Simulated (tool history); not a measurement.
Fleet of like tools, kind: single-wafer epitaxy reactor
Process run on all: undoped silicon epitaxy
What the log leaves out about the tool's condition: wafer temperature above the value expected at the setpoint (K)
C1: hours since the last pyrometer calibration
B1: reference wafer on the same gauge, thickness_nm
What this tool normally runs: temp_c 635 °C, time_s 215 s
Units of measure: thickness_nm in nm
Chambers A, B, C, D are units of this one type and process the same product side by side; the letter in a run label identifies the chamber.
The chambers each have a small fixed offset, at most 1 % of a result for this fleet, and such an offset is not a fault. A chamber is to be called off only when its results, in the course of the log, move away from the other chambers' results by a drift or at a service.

Run 1B, hour 10.1: usual settings; C1 142.0; B1 25.891. Result: thickness_nm 25.867 nm.
Run 2C, hour 17.6: usual settings; C1 1579.7; B1 25.892. Result: thickness_nm 25.975 nm.
Run 3D, hour 26.9: usual settings; C1 1752.8; B1 25.880. Result: thickness_nm 25.932 nm.
Run 4A, hour 32.3: usual settings; C1 671.1; B1 25.868. Result: thickness_nm 25.671 nm.
Run 5A, hour 40.0: usual settings but temp_c 626 °C, time_s 239 s; C1 678.8; B1 25.869. Result: thickness_nm 23.360 nm.
Run 6C, hour 46.1: usual settings but temp_c 626 °C, time_s 239 s; C1 1608.2; B1 25.870. Result: thickness_nm 23.517 nm.
Run 7B, hour 51.4: usual settings but temp_c 626 °C, time_s 239 s; C1 183.3; B1 25.870. Result: thickness_nm 23.465 nm.
Run 8D, hour 59.0: usual settings but temp_c 626 °C, time_s 239 s; C1 1784.9; B1 25.863. Result: thickness_nm 23.471 nm.
Run 9C, hour 69.1: usual settings; C1 1631.2; B1 25.852. Result: thickness_nm 25.992 nm.
Run 10A, hour 79.0: usual settings; C1 717.8; B1 25.846. Result: thickness_nm 25.683 nm.
Run 11D, hour 83.7: usual settings; C1 1809.6; B1 25.850. Result: thickness_nm 25.849 nm.
Run 12B, hour 89.0: usual settings but temp_c 643 °C; C1 220.9; B1 25.837. Result: thickness_nm 30.783 nm.
Run 13B, hour 98.8: usual settings but temp_c 643 °C; C1 230.7; B1 25.839. Result: thickness_nm 30.839 nm.
Run 14A, hour 108.9: usual settings but temp_c 643 °C; C1 747.7; B1 25.829. Result: thickness_nm 30.581 nm.
Run 15C, hour 113.9: usual settings but temp_c 643 °C; C1 1676.0; B1 25.830. Result: thickness_nm 30.917 nm.
Run 16D, hour 120.6: usual settings; C1 1846.5; B1 25.824. Result: thickness_nm 25.862 nm.
Run 17B, hour 128.4: usual settings but time_s 240 s; C1 260.3; B1 25.819. Result: thickness_nm 28.730 nm.
Run 18D, hour 135.2: usual settings but time_s 240 s; C1 1861.1; B1 25.809. Result: thickness_nm 28.891 nm.
Run 19C, hour 141.4: usual settings but time_s 240 s; C1 1703.5; B1 25.810. Result: thickness_nm 28.993 nm.
Run 20A, hour 147.4: usual settings but time_s 240 s; C1 786.2; B1 25.798. Result: thickness_nm 28.550 nm.
Run 21C, hour 155.9: usual settings but temp_c 625 °C, time_s 187 s; C1 1718.0; B1 25.799. Result: thickness_nm 17.953 nm.
Run 22B, hour 166.1: usual settings but temp_c 625 °C, time_s 187 s; C1 298.0; B1 25.795. Result: thickness_nm 17.926 nm.
Run 23D, hour 173.1: usual settings but temp_c 625 °C, time_s 187 s; C1 1899.0; B1 25.793. Result: thickness_nm 17.909 nm.
Run 24A, hour 181.2: usual settings but temp_c 625 °C, time_s 187 s; C1 820.0; B1 25.784. Result: thickness_nm 17.792 nm.
Run 25C, hour 187.3: usual settings but temp_c 626 °C, time_s 188 s; C1 1749.4; B1 25.787. Result: thickness_nm 18.446 nm.
Run 26A, hour 195.5: usual settings but temp_c 626 °C, time_s 188 s; C1 834.3; B1 25.775. Result: thickness_nm 18.331 nm.
Run 27B, hour 202.7: usual settings but temp_c 626 °C, time_s 188 s; C1 334.6; B1 25.775. Result: thickness_nm 18.448 nm.

Predict what each chamber gives when all 4 of them run the settings below next.
Run 28A, hour 210.1: usual settings. Result: thickness_nm ?.
Run 28B, hour 210.1: usual settings. Result: thickness_nm ?.
Run 28C, hour 210.1: usual settings. Result: thickness_nm ?.
Run 28D, hour 210.1: usual settings. Result: thickness_nm ?.

run  thickness_nm
28A        25.614
28B        25.761
28C        25.820
28D        25.831
